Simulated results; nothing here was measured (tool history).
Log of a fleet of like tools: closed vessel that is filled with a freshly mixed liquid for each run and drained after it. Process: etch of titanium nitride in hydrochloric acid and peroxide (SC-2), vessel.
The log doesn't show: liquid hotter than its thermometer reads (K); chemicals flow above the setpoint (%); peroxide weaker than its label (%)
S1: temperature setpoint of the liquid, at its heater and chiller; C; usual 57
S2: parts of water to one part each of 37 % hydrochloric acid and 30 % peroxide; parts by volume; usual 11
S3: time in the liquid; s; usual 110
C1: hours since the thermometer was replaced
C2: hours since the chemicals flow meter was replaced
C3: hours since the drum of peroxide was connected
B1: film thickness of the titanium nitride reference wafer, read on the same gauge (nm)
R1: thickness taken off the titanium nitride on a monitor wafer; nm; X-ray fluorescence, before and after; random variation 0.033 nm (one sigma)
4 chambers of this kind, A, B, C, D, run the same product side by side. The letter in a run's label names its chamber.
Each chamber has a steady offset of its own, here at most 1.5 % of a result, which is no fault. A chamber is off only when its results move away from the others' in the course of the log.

Run 1A, hour 15.1: usual settings; C1 1242.4; C2 345.4; C3 389.8; B1 79.989. Result: R1 6.0775 nm.
Run 2B, hour 29.6: usual settings; C1 308.6; C2 350.2; C3 653.7; B1 79.996. Result: R1 5.9923 nm.
Run 3C, hour 36.9: usual settings; C1 554.8; C2 249.5; C3 1403.1; B1 79.996. Result: R1 5.9258 nm.
At hour 43.2: chamber C: new drum of peroxide connected.
Run 4D, hour 44.5: usual settings; C1 393; C2 326.6; C3 668.4; B1 79.979. Result: R1 6.0664 nm.
Run 5D, hour 59.8: usual settings but S3 65 s; C1 408.3; C2 341.9; C3 683.7; B1 80.027. Result: R1 3.5948 nm.
Run 6A, hour 70.2: usual settings but S3 65 s; C1 1297.5; C2 400.5; C3 444.9; B1 80.015. Result: R1 3.582 nm.
Run 7C, hour 85.3: usual settings but S3 65 s; C1 603.2; C2 297.9; C3 42.2; B1 80.011. Result: R1 3.5558 nm.
Run 8B, hour 95.7: usual settings but S3 65 s; C1 374.7; C2 416.3; C3 719.8; B1 79.996. Result: R1 3.514 nm.
Run 9A, hour 108.3: usual settings; C1 1335.6; C2 438.6; C3 483; B1 79.959. Result: R1 6.012 nm.
Run 10D, hour 119.4: usual settings; C1 467.9; C2 401.5; C3 743.3; B1 80.049. Result: R1 6.0437 nm.
Run 11B, hour 127.8: usual settings; C1 406.8; C2 448.4; C3 751.9; B1 79.974. Result: R1 5.9643 nm.
At hour 128.2: chamber A: new drum of peroxide connected.
Run 12C, hour 135.7: usual settings but S1 51.5 C; C1 653.6; C2 348.3; C3 92.6; B1 79.969. Result: R1 4.1705 nm.
Run 13A, hour 148.9: usual settings but S1 51.5 C; C1 1376.2; C2 479.2; C3 20.8; B1 80.03. Result: R1 4.249 nm.
Run 14B, hour 159.9: usual settings but S1 51.5 C; C1 438.9; C2 480.5; C3 784; B1 79.968. Result: R1 4.2405 nm.
Run 15D, hour 169.7: usual settings but S1 51.5 C; C1 518.2; C2 451.8; C3 793.6; B1 79.988. Result: R1 4.2229 nm.
Run 16C, hour 179.6: usual settings; C1 697.5; C2 392.2; C3 136.5; B1 79.968. Result: R1 5.9825 nm.
Run 17A, hour 194.2: usual settings; C1 1421.5; C2 524.5; C3 66.1; B1 79.989. Result: R1 6.0816 nm.
At hour 207.8: chamber A: chemicals flow meter replaced.
Run 18B, hour 210.8: usual settings; C1 489.8; C2 531.4; C3 834.9; B1 79.985. Result: R1 5.9759 nm.
At hour 222.1: chamber D: new drum of peroxide connected.
Run 19C, hour 225.6: usual settings; C1 743.5; C2 438.2; C3 182.5; B1 79.988. Result: R1 5.9166 nm.
Run 20D, hour 238.2: usual settings; C1 586.7; C2 520.3; C3 16.1; B1 80.015. Result: R1 6.0564 nm.
Run 21D, hour 252: usual settings; C1 600.5; C2 534.1; C3 29.9; B1 79.992. Result: R1 6.0514 nm.
At hour 253.2: chamber B: new drum of peroxide connected.
Run 22C, hour 261: usual settings; C1 778.9; C2 473.6; C3 217.9; B1 79.986. Result: R1 5.9622 nm.
Run 23A, hour 269: usual settings but S1 50 C; C1 1496.3; C2 61.3; C3 140.9; B1 79.999. Result: R1 3.8178 nm.
Run 24B, hour 285.7: usual settings but S1 50 C; C1 564.7; C2 606.3; C3 32.5; B1 79.984. Result: R1 3.8209 nm.
Run 25C, hour 294.1: usual settings but S1 50 C; C1 812; C2 506.7; C3 251; B1 80.001. Result: R1 3.7748 nm.
Run 26A, hour 305.7: usual settings but S1 50 C; C1 1533; C2 98; C3 177.6; B1 79.976. Result: R1 3.8339 nm.
Run 27D, hour 315.3: usual settings; C1 663.8; C2 597.4; C3 93.2; B1 79.972. Result: R1 6.0644 nm.
Run 28B, hour 325.9: usual settings; C1 604.9; C2 646.5; C3 72.7; B1 80. Result: R1 5.9733 nm.
Run 29B, hour 341.6: usual settings; C1 620.6; C2 662.2; C3 88.4; B1 80.008. Result: R1 5.9392 nm.
Run 30C, hour 356.4: usual settings; C1 874.3; C2 569; C3 313.3; B1 79.965. Result: R1 5.9735 nm.
Run 31A, hour 368.2: usual settings; C1 1595.5; C2 160.5; C3 240.1; B1 80.02. Result: R1 6.0558 nm.
Run 32D, hour 381.7: usual settings; C1 730.2; C2 663.8; C3 159.6; B1 79.975. Result: R1 6.0704 nm.
Run 33B, hour 395.5: usual settings; C1 674.5; C2 716.1; C3 142.3; B1 79.998. Result: R1 6.0115 nm.
Run 34C, hour 409.3: usual settings; C1 927.2; C2 621.9; C3 366.2; B1 80.01. Result: R1 6.0076 nm.
At hour 414.9: chamber B: thermometer replaced.
At hour 421.1: chamber C: chemicals flow meter replaced.
Run 35A, hour 424.6: usual settings; C1 1651.9; C2 216.9; C3 296.5; B1 79.992. Result: R1 6.0584 nm.
Run 36D, hour 432.8: usual settings; C1 781.3; C2 714.9; C3 210.7; B1 80.033. Result: R1 6.0819 nm.
Run 37C, hour 443.7: usual settings but S1 52 C, S3 130 s; C1 961.6; C2 22.7; C3 400.6; B1 79.974. Result: R1 5.077 nm.
Run 38B, hour 453.5: usual settings but S1 52 C, S3 130 s; C1 38.7; C2 774.1; C3 200.3; B1 79.99. Result: R1 5.1842 nm.

All 4 chambers run these settings next. Forecast each chamber's results:
Run 39A, hour 465.4: usual settings but S3 50 s. Result: R1 ?.
Run 39B, hour 465.4: usual settings but S3 50 s. Result: R1 ?.
Run 39C, hour 465.4: usual settings but S3 50 s. Result: R1 ?.
Run 39D, hour 465.4: usual settings but S3 50 s. Result: R1 ?.

run      R1
39A  2.7401
39B  2.7331
39C  2.7138
39D  2.7587

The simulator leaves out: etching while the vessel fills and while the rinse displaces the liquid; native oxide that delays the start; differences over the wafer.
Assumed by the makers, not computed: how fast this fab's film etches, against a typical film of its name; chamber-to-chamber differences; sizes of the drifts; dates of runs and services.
